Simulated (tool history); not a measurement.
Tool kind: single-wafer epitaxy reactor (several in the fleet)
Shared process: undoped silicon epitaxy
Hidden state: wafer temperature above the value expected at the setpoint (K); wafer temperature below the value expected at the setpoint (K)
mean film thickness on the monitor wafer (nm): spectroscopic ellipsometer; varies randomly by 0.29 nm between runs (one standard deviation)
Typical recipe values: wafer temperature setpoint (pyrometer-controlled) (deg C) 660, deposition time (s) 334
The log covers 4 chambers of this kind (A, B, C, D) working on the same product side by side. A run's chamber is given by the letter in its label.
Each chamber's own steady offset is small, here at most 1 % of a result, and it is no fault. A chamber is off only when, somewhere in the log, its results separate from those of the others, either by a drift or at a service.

run,hour,wafer temperature setpoint (pyrometer-controlled) (deg C),deposition time (s),hours since the last pyrometer calibration,"read-back reference wafer on the same gauge, thickness_nm",mean film thickness on the monitor wafer (nm)
1B,4.7,660,334,1694.7,64.914,69.701
2C,9.1,660,334,1722.0,64.886,69.359
3A,16.8,660,334,362.1,64.915,69.941
4D,22.8,660,334,1157.6,64.902,69.433
5C,27.5,660,334,1740.4,64.891,68.724
6A,34.9,660,334,380.2,64.893,70.142
7B,41.4,660,334,1731.4,64.868,69.391
8D,49.5,660,334,1184.3,64.859,70.134
9C,54.5,660,334,1767.4,64.865,68.864
10A,60.0,660,334,405.3,64.952,70.224
11B,67.4,660,334,1757.4,64.834,69.385
12D,73.4,660,334,1208.2,64.924,70.088
13B,77.5,660,334,1767.5,64.907,68.972
14D,85.4,660,386,1220.2,64.895,80.983
# hour 88.0: chamber B: pyrometer calibrated
15C,93.2,660,386,1806.1,64.968,80.608
# hour 97.7: chamber D: pyrometer calibrated
16A,97.7,660,386,443.0,64.897,80.834
17A,106.2,660,386,451.5,64.915,81.873
18D,114.4,660,334,16.7,64.872,73.254
19C,119.3,660,334,1832.2,64.893,69.546
20B,126.8,660,296,38.9,64.880,61.185
21C,135.0,660,296,1847.9,64.858,61.477
22D,141.2,660,296,43.5,64.916,65.034
23B,148.8,660,296,60.9,64.939,61.066
24A,156.9,660,334,502.2,64.934,70.146
25B,164.4,660,334,76.5,64.941,68.920
26D,169.4,660,334,71.7,64.994,73.441
27C,177.8,660,334,1890.7,64.887,69.636
28A,182.1,660,334,527.4,64.971,70.352
29A,188.2,660,334,533.5,64.871,69.990
30B,196.7,660,357,108.8,64.849,73.727
31D,201.6,660,357,103.9,64.897,78.748
32C,207.2,660,357,1920.1,64.944,73.961
33A,213.4,660,357,558.7,64.884,75.485
34B,218.7,660,334,130.8,64.863,68.875
35D,227.5,660,334,129.8,64.872,73.357

Next, all 4 chambers run the settings below, one line each with question marks for the results. What does each chamber give?
36A,234.0,653,334,,,?
36B,234.0,653,334,,,?
36C,234.0,653,334,,,?
36D,234.0,653,334,,,?

run,mean film thickness on the monitor wafer (nm)
36A,61.055
36B,59.202
36C,60.054
36D,63.017
